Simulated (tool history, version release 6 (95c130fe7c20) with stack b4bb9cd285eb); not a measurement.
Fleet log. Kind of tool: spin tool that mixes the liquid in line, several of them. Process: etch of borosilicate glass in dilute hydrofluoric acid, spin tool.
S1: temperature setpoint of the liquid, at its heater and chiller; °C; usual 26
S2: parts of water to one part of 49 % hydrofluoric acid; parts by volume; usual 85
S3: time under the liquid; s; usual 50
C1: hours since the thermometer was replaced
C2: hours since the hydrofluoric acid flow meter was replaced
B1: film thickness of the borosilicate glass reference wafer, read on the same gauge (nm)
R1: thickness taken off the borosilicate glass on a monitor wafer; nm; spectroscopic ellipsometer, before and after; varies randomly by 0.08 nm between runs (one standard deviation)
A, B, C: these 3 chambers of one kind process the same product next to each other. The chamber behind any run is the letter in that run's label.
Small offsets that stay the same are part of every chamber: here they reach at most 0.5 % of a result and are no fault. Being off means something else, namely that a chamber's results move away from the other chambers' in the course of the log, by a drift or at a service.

run	hour	S1	S2	S3	C1	C2	B1	R1
1A	5.0	26	85	50	861.0	868.5	99.961	24.396
2C	15.1	26	85	50	294.1	182.8	99.985	24.539
3B	25.3	26	85	50	284.6	1236.4	99.979	24.511
4A	35.4	26	85	50	891.4	898.9	99.998	24.439
5C	41.6	26	85	50	320.6	209.3	100.000	24.250
6B	46.5	29	120	50	305.8	1257.6	99.989	18.678
7B	55.8	29	120	50	315.1	1266.9	99.991	18.870
8A	60.9	29	120	50	916.9	924.4	99.983	18.643
9C	68.9	26	85	50	347.9	236.6	99.981	24.331
10A	76.3	26	85	50	932.3	939.8	100.000	24.379
11B	85.4	26	85	50	344.7	1296.5	99.995	24.458
12C	91.2	26	85	50	370.2	258.9	99.975	24.639
13C	97.4	26	85	50	376.4	265.1	100.030	24.433
# hour 98.5: chamber A: thermometer replaced
14B	104.4	26	85	50	363.7	1315.5	99.992	24.618
15A	109.5	26	85	50	11.1	973.0	100.030	24.355
16C	117.2	26	85	50	396.2	284.9	99.979	24.453
17B	122.0	26	85	50	381.3	1333.1	100.010	24.594
18A	128.1	26	85	50	29.7	991.6	99.998	24.481
19B	135.8	26	85	50	395.1	1346.9	100.020	24.592
20C	143.8	26	85	50	422.8	311.5	99.998	24.455

Predict what each chamber gives when all 3 of them run the settings below next.
21A	151.1	26	85	50				?
21B	151.1	26	85	50				?
21C	151.1	26	85	50				?

run	R1
21A	24.509
21B	24.553
21C	24.606

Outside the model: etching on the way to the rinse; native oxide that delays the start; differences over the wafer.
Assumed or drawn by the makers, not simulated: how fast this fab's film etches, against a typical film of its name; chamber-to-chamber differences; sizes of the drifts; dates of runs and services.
